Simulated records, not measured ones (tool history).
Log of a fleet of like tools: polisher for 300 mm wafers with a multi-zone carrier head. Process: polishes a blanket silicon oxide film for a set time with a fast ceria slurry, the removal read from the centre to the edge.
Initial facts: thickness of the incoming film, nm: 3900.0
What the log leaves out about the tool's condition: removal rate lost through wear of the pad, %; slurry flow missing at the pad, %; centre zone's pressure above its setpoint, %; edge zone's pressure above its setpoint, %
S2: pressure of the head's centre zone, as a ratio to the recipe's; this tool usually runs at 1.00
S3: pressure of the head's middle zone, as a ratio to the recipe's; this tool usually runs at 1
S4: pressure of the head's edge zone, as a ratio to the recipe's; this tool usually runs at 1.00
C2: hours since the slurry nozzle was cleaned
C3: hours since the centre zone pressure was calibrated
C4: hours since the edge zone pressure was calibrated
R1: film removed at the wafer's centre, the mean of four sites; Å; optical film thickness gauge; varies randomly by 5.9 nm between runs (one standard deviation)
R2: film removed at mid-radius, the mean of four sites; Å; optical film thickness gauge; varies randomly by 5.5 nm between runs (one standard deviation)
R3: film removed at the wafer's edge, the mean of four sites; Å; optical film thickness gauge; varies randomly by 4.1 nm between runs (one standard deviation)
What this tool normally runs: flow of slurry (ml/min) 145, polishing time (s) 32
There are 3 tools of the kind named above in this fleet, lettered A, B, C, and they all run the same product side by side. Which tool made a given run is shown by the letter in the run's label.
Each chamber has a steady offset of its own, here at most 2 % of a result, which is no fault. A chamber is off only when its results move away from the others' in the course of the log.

run 1B hour=11.6 | flow_of_slurry_(ml/min)=145 S2=1.00 S3=1 S4=1.00 polishing_time_(s)=32 | wafers_polished_on_this_pad=353 C2=277.1 C3=730.5 C4=515.2 | R1=4121.3 R2=4142.5 R3=4023.8
run 2A hour=18.7 | flow_of_slurry_(ml/min)=145 S2=1.00 S3=1 S4=1.00 polishing_time_(s)=32 | wafers_polished_on_this_pad=561 C2=399.5 C3=229.8 C4=234.1 | R1=3971.4 R2=3978.2 R3=4035.9
run 3C hour=28.0 | flow_of_slurry_(ml/min)=145 S2=1.00 S3=1 S4=1.00 polishing_time_(s)=32 | wafers_polished_on_this_pad=467 C2=31.9 C3=781.6 C4=395.9 | R1=4061.2 R2=4023.6 R3=4127.9
-- hour=32.2 chamber C: centre zone pressure recalibrated
run 4B hour=38.3 | flow_of_slurry_(ml/min)=145 S2=1.00 S3=1 S4=1.00 polishing_time_(s)=32 | wafers_polished_on_this_pad=656 C2=303.8 C3=757.2 C4=541.9 | R1=4034.4 R2=3980.8 R3=4098.2
-- hour=39.1 chamber B: slurry nozzle cleaned
-- hour=43.8 chamber B: worn pad replaced by a new one
run 5C hour=44.6 | flow_of_slurry_(ml/min)=145 S2=1.00 S3=1 S4=1.00 polishing_time_(s)=32 | wafers_polished_on_this_pad=655 C2=48.5 C3=12.5 C4=412.5 | R1=3948.7 R2=3936.2 R3=4093.7
run 6A hour=54.7 | flow_of_slurry_(ml/min)=145 S2=1.00 S3=1 S4=0.92 polishing_time_(s)=42 | wafers_polished_on_this_pad=970 C2=435.5 C3=265.8 C4=270.1 | R1=5141.8 R2=5394.2 R3=5003.0
-- hour=55.7 chamber A: slurry nozzle cleaned
run 7A hour=61.6 | flow_of_slurry_(ml/min)=145 S2=1.00 S3=1 S4=0.92 polishing_time_(s)=42 | wafers_polished_on_this_pad=1048 C2=6.0 C3=272.7 C4=277.0 | R1=5368.7 R2=5379.2 R3=5012.6
-- hour=66.1 chamber C: worn pad replaced by a new one
run 8C hour=73.5 | flow_of_slurry_(ml/min)=145 S2=1.00 S3=1 S4=0.92 polishing_time_(s)=42 | wafers_polished_on_this_pad=84 C2=77.4 C3=41.4 C4=441.4 | R1=5349.4 R2=5309.2 R3=5191.7
run 9B hour=80.9 | flow_of_slurry_(ml/min)=145 S2=1.00 S3=1 S4=1.00 polishing_time_(s)=32 | wafers_polished_on_this_pad=421 C2=41.9 C3=799.8 C4=584.5 | R1=4075.4 R2=3943.2 R3=3985.3
run 10A hour=87.0 | flow_of_slurry_(ml/min)=145 S2=1.00 S3=1 S4=1.00 polishing_time_(s)=32 | wafers_polished_on_this_pad=1336 C2=31.4 C3=298.1 C4=302.4 | R1=3891.2 R2=3992.6 R3=4056.9
run 11C hour=95.2 | flow_of_slurry_(ml/min)=145 S2=1.00 S3=1 S4=1.00 polishing_time_(s)=32 | wafers_polished_on_this_pad=330 C2=99.1 C3=63.1 C4=463.1 | R1=4071.8 R2=3980.6 R3=4177.7
-- hour=103.9 chamber B: worn pad replaced by a new one
run 12B hour=106.5 | flow_of_slurry_(ml/min)=145 S2=1.00 S3=1 S4=1.00 polishing_time_(s)=32 | wafers_polished_on_this_pad=29 C2=67.5 C3=825.4 C4=610.1 | R1=4075.6 R2=4111.1 R3=4048.7
run 13B hour=113.1 | flow_of_slurry_(ml/min)=145 S2=1.00 S3=1 S4=1.00 polishing_time_(s)=32 | wafers_polished_on_this_pad=104 C2=74.1 C3=832.0 C4=616.7 | R1=4085.3 R2=3962.7 R3=4137.3
run 14C hour=118.7 | flow_of_slurry_(ml/min)=145 S2=1.00 S3=1 S4=1.00 polishing_time_(s)=32 | wafers_polished_on_this_pad=597 C2=122.6 C3=86.6 C4=486.6 | R1=4101.6 R2=4026.4 R3=4024.5
run 15A hour=128.1 | flow_of_slurry_(ml/min)=145 S2=0.94 S3=1 S4=1.00 polishing_time_(s)=32 | wafers_polished_on_this_pad=1803 C2=72.5 C3=339.2 C4=343.5 | R1=3687.4 R2=3976.1 R3=3881.7
-- hour=139.1 chamber C: worn pad replaced by a new one
run 16A hour=139.2 | flow_of_slurry_(ml/min)=145 S2=0.94 S3=1 S4=1.00 polishing_time_(s)=32 | wafers_polished_on_this_pad=1929 C2=83.6 C3=350.3 C4=354.6 | R1=3592.6 R2=3903.1 R3=3886.4
run 17C hour=151.9 | flow_of_slurry_(ml/min)=145 S2=0.94 S3=1 S4=1.00 polishing_time_(s)=32 | wafers_polished_on_this_pad=145 C2=155.8 C3=119.8 C4=519.8 | R1=3841.8 R2=3983.3 R3=4096.9
run 18B hour=158.3 | flow_of_slurry_(ml/min)=145 S2=1.00 S3=1 S4=1.00 polishing_time_(s)=32 | wafers_polished_on_this_pad=617 C2=119.3 C3=877.2 C4=661.9 | R1=3926.7 R2=4024.0 R3=4061.6
run 19B hour=166.3 | flow_of_slurry_(ml/min)=145 S2=1.00 S3=1 S4=1.00 polishing_time_(s)=32 | wafers_polished_on_this_pad=708 C2=127.3 C3=885.2 C4=669.9 | R1=4100.7 R2=3959.4 R3=4120.3
run 20A hour=173.4 | flow_of_slurry_(ml/min)=145 S2=1.00 S3=1 S4=1.00 polishing_time_(s)=32 | wafers_polished_on_this_pad=2317 C2=117.8 C3=384.5 C4=388.8 | R1=3882.0 R2=3845.5 R3=3912.9
-- hour=173.9 chamber B: worn pad replaced by a new one
run 21C hour=180.2 | flow_of_slurry_(ml/min)=145 S2=1.00 S3=1 S4=1.00 polishing_time_(s)=32 | wafers_polished_on_this_pad=466 C2=184.1 C3=148.1 C4=548.1 | R1=4014.0 R2=3930.5 R3=4052.7
run 22C hour=190.7 | flow_of_slurry_(ml/min)=145 S2=1.00 S3=1 S4=0.91 polishing_time_(s)=37 | wafers_polished_on_this_pad=585 C2=194.6 C3=158.6 C4=558.6 | R1=4584.4 R2=4535.9 R3=4459.4
run 23A hour=199.9 | flow_of_slurry_(ml/min)=145 S2=1.00 S3=1 S4=0.91 polishing_time_(s)=37 | wafers_polished_on_this_pad=2618 C2=144.3 C3=411.0 C4=415.3 | R1=4485.3 R2=4387.9 R3=4166.2
-- hour=211.6 chamber C: worn pad replaced by a new one
run 24B hour=212.4 | flow_of_slurry_(ml/min)=145 S2=1.00 S3=1 S4=0.91 polishing_time_(s)=37 | wafers_polished_on_this_pad=437 C2=173.4 C3=931.3 C4=716.0 | R1=4662.8 R2=4522.0 R3=4447.9
run 25B hour=225.3 | flow_of_slurry_(ml/min)=145 S2=1.00 S3=1 S4=1.00 polishing_time_(s)=32 | wafers_polished_on_this_pad=584 C2=186.3 C3=944.2 C4=728.9 | R1=4001.5 R2=3983.5 R3=4082.8
-- hour=235.0 chamber B: worn pad replaced by a new one
run 26C hour=236.6 | flow_of_slurry_(ml/min)=145 S2=1.00 S3=1 S4=1.00 polishing_time_(s)=32 | wafers_polished_on_this_pad=284 C2=240.5 C3=204.5 C4=604.5 | R1=4035.4 R2=4033.0 R3=4087.2
run 27A hour=245.1 | flow_of_slurry_(ml/min)=145 S2=1.00 S3=1 S4=1.00 polishing_time_(s)=27 | wafers_polished_on_this_pad=3131 C2=189.5 C3=456.2 C4=460.5 | R1=3239.9 R2=3166.8 R3=3184.3
-- hour=255.2 chamber B: centre zone pressure recalibrated
run 28B hour=256.7 | flow_of_slurry_(ml/min)=145 S2=1.00 S3=1 S4=1.00 polishing_time_(s)=27 | wafers_polished_on_this_pad=247 C2=217.7 C3=1.6 C4=760.3 | R1=3383.0 R2=3469.2 R3=3416.4
run 29C hour=269.2 | flow_of_slurry_(ml/min)=145 S2=1.00 S3=1 S4=1.00 polishing_time_(s)=27 | wafers_polished_on_this_pad=654 C2=273.1 C3=237.1 C4=637.1 | R1=3363.1 R2=3438.1 R3=3459.2
run 30A hour=276.0 | flow_of_slurry_(ml/min)=145 S2=1.00 S3=1 S4=1.00 polishing_time_(s)=32 | wafers_polished_on_this_pad=3481 C2=220.4 C3=487.1 C4=491.4 | R1=3613.4 R2=3684.6 R3=3704.3
-- hour=277.2 chamber C: worn pad replaced by a new one
run 31B hour=281.7 | flow_of_slurry_(ml/min)=145 S2=1.00 S3=1 S4=1.00 polishing_time_(s)=32 | wafers_polished_on_this_pad=531 C2=242.7 C3=26.6 C4=785.3 | R1=4021.1 R2=3990.7 R3=4042.3
run 32A hour=289.5 | flow_of_slurry_(ml/min)=145 S2=1.00 S3=1 S4=1.00 polishing_time_(s)=32 | wafers_polished_on_this_pad=3635 C2=233.9 C3=500.6 C4=504.9 | R1=3721.8 R2=3694.7 R3=3759.8
run 33C hour=300.2 | flow_of_slurry_(ml/min)=145 S2=1.00 S3=1 S4=1.00 polishing_time_(s)=32 | wafers_polished_on_this_pad=261 C2=304.1 C3=268.1 C4=668.1 | R1=3974.3 R2=3936.6 R3=4098.5
run 34B hour=309.0 | flow_of_slurry_(ml/min)=145 S2=1.00 S3=1 S4=1.00 polishing_time_(s)=32 | wafers_polished_on_this_pad=840 C2=270.0 C3=53.9 C4=812.6 | R1=4041.8 R2=3966.2 R3=4067.3
run 35A hour=316.8 | flow_of_slurry_(ml/min)=145 S2=1.00 S3=1 S4=1.00 polishing_time_(s)=32 | wafers_polished_on_this_pad=3944 C2=261.2 C3=527.9 C4=532.2 | R1=3600.3 R2=3692.1 R3=3752.2
run 36C hour=326.5 | flow_of_slurry_(ml/min)=145 S2=1.00 S3=1 S4=1.00 polishing_time_(s)=32 | wafers_polished_on_this_pad=559 C2=330.4 C3=294.4 C4=694.4 | R1=3951.5 R2=3918.6 R3=4033.2
-- hour=331.3 chamber A: edge zone pressure recalibrated
run 37C hour=335.1 | flow_of_slurry_(ml/min)=145 S2=1.00 S3=1 S4=1.00 polishing_time_(s)=32 | wafers_polished_on_this_pad=657 C2=339.0 C3=303.0 C4=703.0 | R1=3918.1 R2=4025.1 R3=4059.4
run 38A hour=347.5 | flow_of_slurry_(ml/min)=145 S2=1.00 S3=1 S4=1.00 polishing_time_(s)=32 | wafers_polished_on_this_pad=4293 C2=291.9 C3=558.6 C4=16.2 | R1=3633.5 R2=3624.2 R3=3613.6

Read the log: is a single chamber off, either drifting away or since a service, is the gauge that measures every chamber drifting, or is nothing wrong beyond small per-chamber offsets? Name any odd chamber and what most likely caused it.

Chamber A drifts away from the others.
Most likely cause: removal rate lost through wear of the pad, % = 9.67.

Below are 4 candidate recipes for chamber A's next run, each the usual settings with a change, their results shown as question marks. Which of them brings A's results back in line with what the other chambers give on the usual settings?
In line here means within this much of the mean the other chambers give on the usual settings: R1 200.0 Å; R2 190.0 Å; R3 140.0 Å
run 39A-1 hour=356.7 | flow_of_slurry_(ml/min)=145 S2=1.01 S3=1.00 S4=0.99 polishing_time_(s)=29 | R1=? R2=? R3=?
run 39A-2 hour=356.7 | flow_of_slurry_(ml/min)=145 S2=1.00 S3=1.00 S4=1.00 polishing_time_(s)=31 | R1=? R2=? R3=?
run 39A-3 hour=356.7 | flow_of_slurry_(ml/min)=145 S2=1.00 S3=0.99 S4=1.01 polishing_time_(s)=36 | R1=? R2=? R3=?
run 39A-4 hour=356.7 | flow_of_slurry_(ml/min)=145 S2=1.00 S3=1.00 S4=1.00 polishing_time_(s)=33 | R1=? R2=? R3=?

Other chambers, usual settings, mean: R1 4016.8 Å; R2 4009.6 Å; R3 4077.2 Å
run=39A-1 R1=3340.7 R2=3281.1 R3=3277.7
run=39A-2 R1=3532.9 R2=3507.5 R3=3522.3
run=39A-3 R1=4102.4 R2=4035.6 R3=4112.5
run=39A-4 R1=3760.9 R2=3733.8 R3=3749.5
39A-3 puts the chamber back in line with the other chambers.
